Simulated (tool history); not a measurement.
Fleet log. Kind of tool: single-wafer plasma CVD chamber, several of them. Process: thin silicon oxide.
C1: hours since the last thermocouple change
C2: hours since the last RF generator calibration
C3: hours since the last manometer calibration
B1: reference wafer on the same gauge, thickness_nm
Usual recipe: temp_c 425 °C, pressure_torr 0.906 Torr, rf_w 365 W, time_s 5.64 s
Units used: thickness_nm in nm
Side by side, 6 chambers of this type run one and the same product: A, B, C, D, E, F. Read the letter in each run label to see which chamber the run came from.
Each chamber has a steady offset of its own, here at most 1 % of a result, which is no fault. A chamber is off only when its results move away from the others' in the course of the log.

Run 1C, day 0.562: usual settings; C1 1178.2; C2 2161.4; C3 779; B1 14.1. Result: thickness_nm 12.262 nm.
Run 2E, day 0.967: usual settings; C1 1078.1; C2 2258.6; C3 2938.5; B1 14.104. Result: thickness_nm 12.174 nm.
Run 3A, day 1.321: usual settings; C1 2166.4; C2 1042.7; C3 1606.1; B1 14.103. Result: thickness_nm 12.301 nm.
Run 4F, day 1.775: usual settings; C1 1888.1; C2 1282.7; C3 453.7; B1 14.107. Result: thickness_nm 12.265 nm.
Run 5D, day 2.333: usual settings; C1 188.1; C2 479.7; C3 532.7; B1 14.109. Result: thickness_nm 12.289 nm.
At day 2.675: chamber C: RF generator calibrated.
Run 6B, day 2.733: usual settings but pressure_torr 1.001 Torr, time_s 4.99 s; C1 362.2; C2 475.9; C3 694.3; B1 14.113. Result: thickness_nm 11.712 nm.
Run 7E, day 3.229: usual settings but pressure_torr 1.001 Torr, time_s 4.99 s; C1 1132.4; C2 2312.9; C3 2992.8; B1 14.109. Result: thickness_nm 11.672 nm.
Run 8C, day 3.725: usual settings but pressure_torr 1.001 Torr, time_s 4.99 s; C1 1254.1; C2 25.2; C3 854.9; B1 14.115. Result: thickness_nm 11.78 nm.
Run 9B, day 3.975: usual settings but pressure_torr 1.001 Torr, time_s 4.99 s; C1 392; C2 505.7; C3 724.1; B1 14.115. Result: thickness_nm 11.713 nm.
Run 10F, day 4.312: usual settings but pressure_torr 1.001 Torr, time_s 4.99 s; C1 1949; C2 1343.6; C3 514.6; B1 14.118. Result: thickness_nm 11.737 nm.
Run 11D, day 4.758: usual settings but pressure_torr 1.001 Torr, time_s 4.99 s; C1 246.3; C2 537.9; C3 590.9; B1 14.118. Result: thickness_nm 11.742 nm.
Run 12A, day 5.112: usual settings; C1 2257.4; C2 1133.7; C3 1697.1; B1 14.122. Result: thickness_nm 12.286 nm.
Run 13E, day 5.533: usual settings; C1 1187.7; C2 2368.2; C3 3048.1; B1 14.12. Result: thickness_nm 12.197 nm.
Run 14A, day 5.846: usual settings but pressure_torr 0.825 Torr; C1 2275; C2 1151.3; C3 1714.7; B1 14.124. Result: thickness_nm 11.342 nm.
Run 15F, day 6.171: usual settings but pressure_torr 0.825 Torr; C1 1993.6; C2 1388.2; C3 559.2; B1 14.123. Result: thickness_nm 11.384 nm.
At day 6.192: chamber E: RF generator calibrated.
Run 16C, day 6.712: usual settings but pressure_torr 0.825 Torr; C1 1325.8; C2 96.9; C3 926.6; B1 14.125. Result: thickness_nm 11.347 nm.
Run 17B, day 7.117: usual settings but pressure_torr 0.825 Torr; C1 467.4; C2 581.1; C3 799.5; B1 14.124. Result: thickness_nm 11.287 nm.
Run 18D, day 7.5: usual settings but pressure_torr 0.825 Torr; C1 312.1; C2 603.7; C3 656.7; B1 14.131. Result: thickness_nm 11.37 nm.
At day 7.512: chamber E: thermocouple changed; heater temperature recalibrated.
At day 7.658: chamber F: RF generator calibrated.
Run 19F, day 7.829: usual settings but pressure_torr 0.825 Torr; C1 2033.4; C2 4.2; C3 599; B1 14.133. Result: thickness_nm 11.36 nm.
Run 20D, day 8.175: usual settings; C1 328.3; C2 619.9; C3 672.9; B1 14.131. Result: thickness_nm 12.285 nm.
Run 21B, day 8.692: usual settings; C1 505.2; C2 618.9; C3 837.3; B1 14.133. Result: thickness_nm 12.223 nm.
Run 22A, day 8.971: usual settings; C1 2350; C2 1226.3; C3 1789.7; B1 14.135. Result: thickness_nm 12.302 nm.
Run 23C, day 9.346: usual settings; C1 1389; C2 160.1; C3 989.8; B1 14.139. Result: thickness_nm 12.294 nm.
Run 24E, day 9.875: usual settings; C1 56.7; C2 88.4; C3 3152.3; B1 14.141. Result: thickness_nm 12.208 nm.
Run 25B, day 10.333: usual settings; C1 544.6; C2 658.3; C3 876.7; B1 14.138. Result: thickness_nm 12.204 nm.
Run 26C, day 10.633: usual settings; C1 1419.9; C2 191; C3 1020.7; B1 14.139. Result: thickness_nm 12.279 nm.
Run 27E, day 11.054: usual settings but temp_c 438 °C, time_s 5.01 s; C1 85; C2 116.7; C3 3180.6; B1 14.144. Result: thickness_nm 10.76 nm.
Run 28F, day 11.325: usual settings but temp_c 438 °C, time_s 5.01 s; C1 2117.3; C2 88.1; C3 682.9; B1 14.147. Result: thickness_nm 10.831 nm.
Run 29A, day 11.85: usual settings but temp_c 438 °C, time_s 5.01 s; C1 2419.1; C2 1295.4; C3 1858.8; B1 14.147. Result: thickness_nm 10.854 nm.
At day 11.854: chamber C: capacitance manometer re-zeroed and calibrated.
Run 30D, day 12.254: usual settings but temp_c 438 °C, time_s 5.01 s; C1 426.2; C2 717.8; C3 770.8; B1 14.144. Result: thickness_nm 10.838 nm.
Run 31F, day 12.6: usual settings but temp_c 438 °C, time_s 5.01 s; C1 2147.9; C2 118.7; C3 713.5; B1 14.144. Result: thickness_nm 10.835 nm.
Run 32A, day 13.021: usual settings but temp_c 438 °C, time_s 5.01 s; C1 2447.2; C2 1323.5; C3 1886.9; B1 14.149. Result: thickness_nm 10.861 nm.
Run 33B, day 13.433: usual settings; C1 619; C2 732.7; C3 951.1; B1 14.151. Result: thickness_nm 12.245 nm.
Run 34D, day 13.842: usual settings; C1 464.3; C2 755.9; C3 808.9; B1 14.154. Result: thickness_nm 12.297 nm.
Run 35E, day 14.371: usual settings; C1 164.6; C2 196.3; C3 3260.2; B1 14.155. Result: thickness_nm 12.23 nm.
Run 36C, day 14.642: usual settings; C1 1516.1; C2 287.2; C3 66.9; B1 14.156. Result: thickness_nm 12.28 nm.
Run 37C, day 15.062: usual settings; C1 1526.2; C2 297.3; C3 77; B1 14.157. Result: thickness_nm 12.304 nm.
Run 38D, day 15.558: usual settings; C1 505.5; C2 797.1; C3 850.1; B1 14.161. Result: thickness_nm 12.326 nm.

Predict what each chamber gives when all 6 of them run the settings below next.
Run 39A, day 15.975: usual settings. Result: thickness_nm ?.
Run 39B, day 15.975: usual settings. Result: thickness_nm ?.
Run 39C, day 15.975: usual settings. Result: thickness_nm ?.
Run 39D, day 15.975: usual settings. Result: thickness_nm ?.
Run 39E, day 15.975: usual settings. Result: thickness_nm ?.
Run 39F, day 15.975: usual settings. Result: thickness_nm ?.

run  thickness_nm
39A        12.325
39B        12.245
39C        12.269
39D         12.34
39E        12.235
39F        12.304
